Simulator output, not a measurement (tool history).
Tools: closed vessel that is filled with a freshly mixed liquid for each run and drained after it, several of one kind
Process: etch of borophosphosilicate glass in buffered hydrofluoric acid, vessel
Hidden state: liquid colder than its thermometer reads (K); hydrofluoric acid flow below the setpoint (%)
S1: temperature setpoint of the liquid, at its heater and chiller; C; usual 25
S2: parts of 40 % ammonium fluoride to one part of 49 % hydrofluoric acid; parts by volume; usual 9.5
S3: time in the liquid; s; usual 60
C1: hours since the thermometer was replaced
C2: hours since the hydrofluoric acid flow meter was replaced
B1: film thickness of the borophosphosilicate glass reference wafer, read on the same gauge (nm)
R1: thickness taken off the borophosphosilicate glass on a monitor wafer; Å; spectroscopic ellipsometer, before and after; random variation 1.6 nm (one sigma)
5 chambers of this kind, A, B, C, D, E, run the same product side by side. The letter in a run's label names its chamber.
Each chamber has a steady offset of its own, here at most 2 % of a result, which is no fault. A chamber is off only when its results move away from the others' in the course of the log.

run	hour	S1	S2	S3	C1	C2	B1	R1
1A	5.4	25	9.5	60	922	555.7	40.006	1592.6
2C	9.6	25	9.5	60	1378.4	945.4	40.006	1590.9
3E	15.4	25	9.5	60	1199	17.6	39.977	1558.8
4B	22.5	25	9.5	60	328.7	623.4	39.997	1610.1
5D	29.5	25	9.5	60	872	736.7	40.001	1616.1
6E	36.1	25	9.5	60	1219.7	38.3	39.976	1585.5
7B	42	25	9.5	60	348.2	642.9	40.004	1611.3
8D	46.5	25	9.5	60	889	753.7	40.012	1625.9
9C	53	25	9.5	60	1421.8	988.8	40.009	1535.4
10A	59.1	25	9.5	60	975.7	609.4	39.979	1611.3
11D	64.6	25	9.5	60	907.1	771.8	39.991	1592.3
12E	71.6	25	9.5	60	1255.2	73.8	40.008	1565.8
13A	75.8	25	9.5	60	992.4	626.1	39.998	1570.4
14C	79.8	25	9.5	60	1448.6	1015.6	40.006	1530.5
15B	86.3	25	9.5	60	392.5	687.2	40.023	1618.3
16D	93.1	25	9.5	60	935.6	800.3	40.02	1592.9
17B	100.1	25	9.5	60	406.3	701	39.998	1604.3
18E	107.6	28	9.5	85	1291.2	109.8	39.985	2611.8
19C	112.1	28	9.5	85	1480.9	1047.9	39.985	2551.6
20A	116.4	28	9.5	85	1033	666.7	39.98	2633.3
# hour 121.3: chamber A: hydrofluoric acid flow meter replaced
21D	123.7	28	9.5	85	966.2	830.9	39.983	2692.7
22A	129.9	28	9.5	85	1046.5	8.7	39.992	2666.3
23E	137.6	25	9.5	60	1321.2	139.8	40.013	1574.5
24B	142.1	25	9.5	60	448.3	743	40.02	1609.6
25C	150.5	25	9.5	60	1519.3	1086.3	39.994	1483.3
26B	158.7	25	9.5	60	464.9	759.6	39.995	1575
27D	163.1	28	8	60	1005.6	870.3	40.006	2255.9
28C	168.3	28	8	60	1537.1	1104.1	39.997	2042.8
29E	172.8	28	8	60	1356.4	175	39.999	2170.8
# hour 177.2: chamber D: thermometer replaced
30A	178.6	28	8	60	1095.2	57.4	40	2174.6
31B	183.7	28	8	60	489.9	784.6	39.998	2220.1
32D	188.7	25	9.5	60	11.5	895.9	40.008	1598.6
# hour 189.2: chamber B: hydrofluoric acid flow meter replaced
33A	197.2	25	9.5	60	1113.8	76	39.993	1575.3
34E	203.1	25	9.5	60	1386.7	205.3	39.989	1532.9
35C	207.5	25	9.5	60	1576.3	1143.3	40.006	1458.8
36E	213.9	25	9.5	60	1397.5	216.1	39.99	1565.3
37B	219.4	25	9.5	60	525.6	30.3	39.984	1620
38A	227.9	25	9.5	60	1144.5	106.7	39.998	1582.3
39D	231.8	25	9.5	60	54.6	939	39.997	1605

Is one chamber off against the others, does the gauge drift, or is nothing wrong? If a chamber is off, say which, and what the likeliest cause is.

Chamber C drifts away from the others.
Cause: liquid colder than its thermometer reads (K) = 1.47.
The log may not tell that from: hydrofluoric acid flow below the setpoint (%).

Here are 4 candidates for chamber C's next run, each the usual settings with a change, their results left as question marks. Which one brings its results back in line with what the others give on the usual settings?
In line means no further than this from the other chambers' mean on the usual settings: R1 55 Å
40C-1	238	25.5	9.5	65				?
40C-2	238	25	9.5	55				?
40C-3	238	25	9.5	70				?
40C-4	238	22	9.5	60				?

The other chambers' mean on the usual settings: R1 1591.2 Å
run	R1
40C-1	1601.1
40C-2	1318
40C-3	1677.5
40C-4	1219.5
40C-1 brings the chamber back in line.
